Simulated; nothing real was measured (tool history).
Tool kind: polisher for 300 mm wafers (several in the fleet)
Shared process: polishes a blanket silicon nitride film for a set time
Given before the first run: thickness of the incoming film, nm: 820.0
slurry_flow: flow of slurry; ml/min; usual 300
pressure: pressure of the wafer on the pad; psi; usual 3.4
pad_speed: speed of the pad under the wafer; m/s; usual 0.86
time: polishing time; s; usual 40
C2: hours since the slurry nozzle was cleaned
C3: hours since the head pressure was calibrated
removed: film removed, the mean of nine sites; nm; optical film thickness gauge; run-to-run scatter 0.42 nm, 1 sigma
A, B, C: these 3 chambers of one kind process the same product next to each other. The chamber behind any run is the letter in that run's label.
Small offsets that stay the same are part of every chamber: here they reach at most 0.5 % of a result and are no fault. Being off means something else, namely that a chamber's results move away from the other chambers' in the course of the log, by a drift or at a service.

run 1B day=0.483 | slurry_flow=300 pressure=3.4 pad_speed=0.86 time=40 | wafers_polished_on_this_pad=406 C2=171.8 C3=214.5 | removed=65.681
run 2C day=0.979 | slurry_flow=300 pressure=3.4 pad_speed=0.86 time=40 | wafers_polished_on_this_pad=459 C2=133.7 C3=305.8 | removed=65.624
run 3A day=1.229 | slurry_flow=300 pressure=3.4 pad_speed=0.86 time=40 | wafers_polished_on_this_pad=629 C2=226.3 C3=600.2 | removed=64.907
run 4A day=1.554 | slurry_flow=300 pressure=3.4 pad_speed=0.86 time=40 | wafers_polished_on_this_pad=698 C2=234.1 C3=608.0 | removed=65.395
-- day=1.638 chamber B: worn pad replaced by a new one
run 5C day=1.975 | slurry_flow=300 pressure=3.4 pad_speed=0.86 time=40 | wafers_polished_on_this_pad=671 C2=157.6 C3=329.7 | removed=65.970
run 6B day=2.342 | slurry_flow=300 pressure=3.4 pad_speed=0.86 time=40 | wafers_polished_on_this_pad=150 C2=216.4 C3=259.1 | removed=65.655
-- day=2.392 chamber C: worn pad replaced by a new one
run 7B day=2.846 | slurry_flow=300 pressure=3.4 pad_speed=0.86 time=40 | wafers_polished_on_this_pad=257 C2=228.5 C3=271.2 | removed=65.919
run 8A day=3.333 | slurry_flow=300 pressure=3.4 pad_speed=0.86 time=40 | wafers_polished_on_this_pad=1077 C2=276.8 C3=650.7 | removed=65.551
run 9C day=3.712 | slurry_flow=300 pressure=3.4 pad_speed=0.76 time=40 | wafers_polished_on_this_pad=281 C2=199.3 C3=371.4 | removed=59.103
-- day=3.717 chamber A: worn pad replaced by a new one
run 10C day=3.950 | slurry_flow=300 pressure=3.4 pad_speed=0.76 time=40 | wafers_polished_on_this_pad=332 C2=205.0 C3=377.1 | removed=60.072
-- day=4.267 chamber B: worn pad replaced by a new one
run 11A day=4.333 | slurry_flow=300 pressure=3.4 pad_speed=0.76 time=40 | wafers_polished_on_this_pad=131 C2=300.8 C3=674.7 | removed=59.708
run 12B day=4.775 | slurry_flow=300 pressure=3.4 pad_speed=0.86 time=40 | wafers_polished_on_this_pad=108 C2=274.8 C3=317.5 | removed=66.145
run 13C day=5.275 | slurry_flow=255 pressure=3.4 pad_speed=0.86 time=32 | wafers_polished_on_this_pad=614 C2=236.8 C3=408.9 | removed=51.398
-- day=5.467 chamber B: head pressure recalibrated
run 14A day=5.554 | slurry_flow=255 pressure=3.4 pad_speed=0.86 time=32 | wafers_polished_on_this_pad=391 C2=330.1 C3=704.0 | removed=51.587
-- day=5.588 chamber C: worn pad replaced by a new one
run 15B day=6.054 | slurry_flow=255 pressure=3.4 pad_speed=0.86 time=32 | wafers_polished_on_this_pad=380 C2=305.5 C3=14.2 | removed=55.724
run 16C day=6.375 | slurry_flow=300 pressure=3.4 pad_speed=0.86 time=40 | wafers_polished_on_this_pad=168 C2=263.2 C3=435.3 | removed=65.188
-- day=6.692 chamber A: head pressure recalibrated
run 17A day=6.812 | slurry_flow=300 pressure=3.4 pad_speed=0.86 time=40 | wafers_polished_on_this_pad=659 C2=360.3 C3=3.0 | removed=66.104
run 18B day=7.188 | slurry_flow=300 pressure=3.4 pad_speed=0.86 time=40 | wafers_polished_on_this_pad=621 C2=332.7 C3=41.4 | removed=71.084
-- day=7.333 chamber B: worn pad replaced by a new one
run 19A day=7.588 | slurry_flow=380 pressure=3.4 pad_speed=0.70 time=40 | wafers_polished_on_this_pad=824 C2=378.9 C3=21.6 | removed=57.328
run 20C day=7.871 | slurry_flow=380 pressure=3.4 pad_speed=0.70 time=40 | wafers_polished_on_this_pad=486 C2=299.1 C3=471.2 | removed=56.684
run 21B day=8.146 | slurry_flow=380 pressure=3.4 pad_speed=0.70 time=40 | wafers_polished_on_this_pad=173 C2=355.7 C3=64.4 | removed=61.193
run 22B day=8.562 | slurry_flow=300 pressure=3.4 pad_speed=0.86 time=40 | wafers_polished_on_this_pad=261 C2=365.7 C3=74.4 | removed=71.280
run 23C day=8.883 | slurry_flow=300 pressure=3.4 pad_speed=0.86 time=40 | wafers_polished_on_this_pad=702 C2=323.4 C3=495.5 | removed=65.003
-- day=9.058 chamber C: worn pad replaced by a new one
run 24A day=9.225 | slurry_flow=300 pressure=3.4 pad_speed=0.86 time=40 | wafers_polished_on_this_pad=1172 C2=418.2 C3=60.9 | removed=65.510
run 25C day=9.517 | slurry_flow=300 pressure=3.4 pad_speed=0.86 time=40 | wafers_polished_on_this_pad=98 C2=338.6 C3=510.7 | removed=65.417

Decide between three cases: one chamber stands off from its peers, the gauge reading all wafers drifts, or nothing is wrong past each chamber's small offset. Where a chamber is off, say which and what most likely put it there.

A service left chamber B off against the others.
Cause: head's pressure above its setpoint, % = 8.34.

Chamber B could run next with any of the 4 candidate recipes listed below; each alters the usual settings, and their results appear as question marks. Which one brings its results back in line with what the other chambers deliver on the usual settings?
In-line tolerance around the mean of the other chambers on the usual settings: removed 1.500 nm
run 26B-1 day=9.896 | slurry_flow=300 pressure=3.4 pad_speed=0.84 time=39 | removed=?
run 26B-2 day=9.896 | slurry_flow=300 pressure=3.5 pad_speed=0.86 time=42 | removed=?
run 26B-3 day=9.896 | slurry_flow=300 pressure=3.4 pad_speed=0.88 time=41 | removed=?
run 26B-4 day=9.896 | slurry_flow=300 pressure=3.3 pad_speed=0.84 time=39 | removed=?

On the usual settings, the other chambers give on average: removed 65.725 nm
run=26B-1 removed=68.394
run=26B-2 removed=77.265
run=26B-3 removed=74.633
run=26B-4 removed=66.381
26B-4 is the one that brings the chamber's results back in line with the other chambers.
